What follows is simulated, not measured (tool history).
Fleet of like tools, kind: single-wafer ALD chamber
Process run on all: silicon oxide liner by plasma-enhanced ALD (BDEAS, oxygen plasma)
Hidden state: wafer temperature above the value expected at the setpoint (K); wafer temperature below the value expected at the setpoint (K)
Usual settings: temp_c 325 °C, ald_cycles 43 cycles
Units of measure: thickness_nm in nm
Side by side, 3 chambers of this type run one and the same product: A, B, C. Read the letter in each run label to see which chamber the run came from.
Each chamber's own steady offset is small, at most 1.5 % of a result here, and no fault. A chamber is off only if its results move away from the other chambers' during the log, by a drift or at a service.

run	day	temp_c	ald_cycles	hours since the last thermocouple change	read-back reference wafer on the same gauge, thickness_nm	thickness_nm
1B	0.154	325	43	1095.6	4.1705	3.8571
2C	0.371	325	43	12.3	4.1708	3.8610
3A	0.721	325	43	827.6	4.1719	3.8194
4C	0.942	325	43	26.0	4.1722	3.8701
5A	1.233	325	43	839.9	4.1728	3.8166
6B	1.462	325	43	1127.0	4.1739	3.8553
7C	1.621	325	43	42.3	4.1740	3.8752
8B	1.817	325	43	1135.5	4.1738	3.8623
9A	2.012	325	36	858.6	4.1749	3.1878
10B	2.325	325	36	1147.7	4.1757	3.2294
11C	2.629	325	36	66.5	4.1758	3.2505
12A	2.879	325	43	879.4	4.1781	3.8194
13C	3.158	325	43	79.2	4.1781	3.8822
14A	3.312	325	43	889.8	4.1774	3.8235
15B	3.467	325	43	1175.1	4.1771	3.8597
16A	3.812	325	43	901.8	4.1780	3.8219
17B	4.042	325	43	1188.9	4.1805	3.8721
18C	4.346	325	43	107.7	4.1795	3.8694
19B	4.621	325	43	1202.8	4.1816	3.8641
20A	4.783	325	43	925.1	4.1803	3.8206
21C	4.971	325	43	122.7	4.1820	3.8835
22C	5.208	325	50	128.4	4.1814	4.5085
23B	5.446	325	50	1222.6	4.1837	4.4970
24A	5.775	325	50	948.9	4.1823	4.4436
25A	6.042	313	43	955.3	4.1839	3.8900
26B	6.225	313	43	1241.3	4.1851	3.9444
27C	6.558	313	43	160.8	4.1845	3.9380
28C	6.729	325	43	164.9	4.1844	3.8823
29B	7.025	325	43	1260.5	4.1851	3.8670
30A	7.271	325	43	984.8	4.1866	3.8329
31A	7.508	325	43	990.5	4.1881	3.8287
32C	7.783	325	43	190.2	4.1877	3.8842
33B	7.942	325	43	1282.5	4.1882	3.8718
34C	8.133	325	43	198.6	4.1881	3.8847
35B	8.308	325	43	1291.3	4.1901	3.8773
36A	8.596	325	50	1016.6	4.1897	4.4578

For the next run the whole fleet of 3 chambers uses the same settings. Give each chamber's results:
37A	8.850	325	37			?
37B	8.850	325	37			?
37C	8.850	325	37			?

run	thickness_nm
37A	3.3038
37B	3.3371
37C	3.3397
